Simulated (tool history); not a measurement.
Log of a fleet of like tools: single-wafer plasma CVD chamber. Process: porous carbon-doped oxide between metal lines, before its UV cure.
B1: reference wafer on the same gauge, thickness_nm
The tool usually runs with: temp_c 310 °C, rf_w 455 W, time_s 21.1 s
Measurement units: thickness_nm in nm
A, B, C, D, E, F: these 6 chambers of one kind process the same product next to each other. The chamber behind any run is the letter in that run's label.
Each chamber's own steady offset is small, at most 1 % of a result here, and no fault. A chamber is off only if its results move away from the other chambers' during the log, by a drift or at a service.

{"run": "1B", "day": 0.233, "temp_c": 310, "rf_w": 455, "time_s": 21.1, "B1": 99.848, "thickness_nm": 102.11}
{"run": "2A", "day": 0.479, "temp_c": 310, "rf_w": 455, "time_s": 21.1, "B1": 100.06, "thickness_nm": 103.34}
{"run": "3C", "day": 0.675, "temp_c": 310, "rf_w": 455, "time_s": 21.1, "B1": 99.928, "thickness_nm": 101.23}
{"run": "4E", "day": 0.904, "temp_c": 310, "rf_w": 455, "time_s": 21.1, "B1": 99.992, "thickness_nm": 101.39}
{"run": "5F", "day": 1.154, "temp_c": 323, "rf_w": 455, "time_s": 21.1, "B1": 100.03, "thickness_nm": 94.947}
{"run": "6D", "day": 1.362, "temp_c": 323, "rf_w": 455, "time_s": 21.1, "B1": 100.01, "thickness_nm": 96.238}
{"run": "7C", "day": 1.5, "temp_c": 323, "rf_w": 455, "time_s": 21.1, "B1": 100.09, "thickness_nm": 93.945}
{"run": "8D", "day": 1.679, "temp_c": 323, "rf_w": 455, "time_s": 21.1, "B1": 99.983, "thickness_nm": 96.223}
{"run": "9E", "day": 1.808, "temp_c": 323, "rf_w": 455, "time_s": 21.1, "B1": 99.957, "thickness_nm": 95.124}
{"run": "10A", "day": 1.958, "temp_c": 323, "rf_w": 455, "time_s": 21.1, "B1": 100.03, "thickness_nm": 95.979}
{"run": "11F", "day": 2.121, "temp_c": 310, "rf_w": 455, "time_s": 21.1, "B1": 100.07, "thickness_nm": 100.69}
{"run": "12B", "day": 2.292, "temp_c": 310, "rf_w": 455, "time_s": 21.1, "B1": 100.03, "thickness_nm": 102.56}
{"run": "13C", "day": 2.542, "temp_c": 310, "rf_w": 455, "time_s": 21.1, "B1": 100.08, "thickness_nm": 101.7}
{"run": "14F", "day": 2.808, "temp_c": 310, "rf_w": 455, "time_s": 21.1, "B1": 100.08, "thickness_nm": 101.62}
{"run": "15B", "day": 2.946, "temp_c": 310, "rf_w": 455, "time_s": 21.1, "B1": 100.03, "thickness_nm": 102.92}
{"run": "16A", "day": 3.096, "temp_c": 305, "rf_w": 515, "time_s": 21.1, "B1": 100.06, "thickness_nm": 115}
{"run": "17E", "day": 3.267, "temp_c": 305, "rf_w": 515, "time_s": 21.1, "B1": 99.942, "thickness_nm": 114.82}
{"run": "18D", "day": 3.467, "temp_c": 305, "rf_w": 515, "time_s": 21.1, "B1": 100, "thickness_nm": 114.91}
{"day": 3.621, "done": "chamber E: thermocouple changed; heater temperature recalibrated"}
{"run": "19B", "day": 3.638, "temp_c": 305, "rf_w": 515, "time_s": 21.1, "B1": 99.891, "thickness_nm": 115.3}
{"run": "20A", "day": 3.779, "temp_c": 305, "rf_w": 515, "time_s": 21.1, "B1": 99.955, "thickness_nm": 114.41}
{"run": "21F", "day": 3.929, "temp_c": 305, "rf_w": 515, "time_s": 21.1, "B1": 100.06, "thickness_nm": 113.74}
{"run": "22C", "day": 4.192, "temp_c": 310, "rf_w": 540, "time_s": 21.1, "B1": 100.01, "thickness_nm": 113.56}
{"run": "23E", "day": 4.358, "temp_c": 310, "rf_w": 540, "time_s": 21.1, "B1": 100.01, "thickness_nm": 115.1}
{"run": "24D", "day": 4.567, "temp_c": 310, "rf_w": 540, "time_s": 21.1, "B1": 99.917, "thickness_nm": 114.35}
{"run": "25C", "day": 4.712, "temp_c": 310, "rf_w": 540, "time_s": 21.1, "B1": 99.946, "thickness_nm": 113.02}
{"run": "26A", "day": 4.942, "temp_c": 310, "rf_w": 540, "time_s": 21.1, "B1": 100, "thickness_nm": 115.64}
{"run": "27F", "day": 5.192, "temp_c": 310, "rf_w": 540, "time_s": 21.1, "B1": 99.992, "thickness_nm": 113.6}
{"run": "28B", "day": 5.338, "temp_c": 310, "rf_w": 455, "time_s": 21.1, "B1": 100.05, "thickness_nm": 102.08}
{"run": "29E", "day": 5.479, "temp_c": 310, "rf_w": 455, "time_s": 21.1, "B1": 100.1, "thickness_nm": 102.09}
{"run": "30D", "day": 5.642, "temp_c": 310, "rf_w": 455, "time_s": 21.1, "B1": 99.945, "thickness_nm": 102.79}
{"run": "31F", "day": 5.821, "temp_c": 310, "rf_w": 455, "time_s": 21.1, "B1": 100, "thickness_nm": 102.1}
{"run": "32B", "day": 6.025, "temp_c": 310, "rf_w": 455, "time_s": 21.1, "B1": 100, "thickness_nm": 102.04}
{"run": "33E", "day": 6.267, "temp_c": 310, "rf_w": 455, "time_s": 21.1, "B1": 99.917, "thickness_nm": 101.4}
{"run": "34C", "day": 6.492, "temp_c": 310, "rf_w": 455, "time_s": 21.1, "B1": 100.05, "thickness_nm": 101.47}
{"run": "35D", "day": 6.75, "temp_c": 318, "rf_w": 540, "time_s": 21.1, "B1": 100.03, "thickness_nm": 111.64}
{"run": "36A", "day": 7.012, "temp_c": 318, "rf_w": 540, "time_s": 21.1, "B1": 100.06, "thickness_nm": 111.8}
{"run": "37E", "day": 7.238, "temp_c": 318, "rf_w": 540, "time_s": 21.1, "B1": 100.01, "thickness_nm": 110.04}
{"run": "38D", "day": 7.408, "temp_c": 318, "rf_w": 540, "time_s": 21.1, "B1": 100.13, "thickness_nm": 111.21}
{"run": "39F", "day": 7.675, "temp_c": 318, "rf_w": 540, "time_s": 21.1, "B1": 99.98, "thickness_nm": 108.84}
{"run": "40B", "day": 7.883, "temp_c": 318, "rf_w": 540, "time_s": 21.1, "B1": 99.969, "thickness_nm": 110.39}
{"run": "41C", "day": 8.021, "temp_c": 310, "rf_w": 375, "time_s": 18, "B1": 99.913, "thickness_nm": 74.739}
{"run": "42A", "day": 8.221, "temp_c": 310, "rf_w": 375, "time_s": 18, "B1": 100.02, "thickness_nm": 76.176}
{"run": "43A", "day": 8.462, "temp_c": 310, "rf_w": 375, "time_s": 18, "B1": 100.07, "thickness_nm": 75.262}

For the next run the whole fleet of 6 chambers uses the same settings. Give each chamber's results:
{"run": "44A", "day": 8.671, "temp_c": 323, "rf_w": 455, "time_s": 21.1, "thickness_nm": "?"}
{"run": "44B", "day": 8.671, "temp_c": 323, "rf_w": 455, "time_s": 21.1, "thickness_nm": "?"}
{"run": "44C", "day": 8.671, "temp_c": 323, "rf_w": 455, "time_s": 21.1, "thickness_nm": "?"}
{"run": "44D", "day": 8.671, "temp_c": 323, "rf_w": 455, "time_s": 21.1, "thickness_nm": "?"}
{"run": "44E", "day": 8.671, "temp_c": 323, "rf_w": 455, "time_s": 21.1, "thickness_nm": "?"}
{"run": "44F", "day": 8.671, "temp_c": 323, "rf_w": 455, "time_s": 21.1, "thickness_nm": "?"}

run=44A thickness_nm=96.743
run=44B thickness_nm=96.121
run=44C thickness_nm=95.645
run=44D thickness_nm=95.674
run=44E thickness_nm=95.414
run=44F thickness_nm=94.458
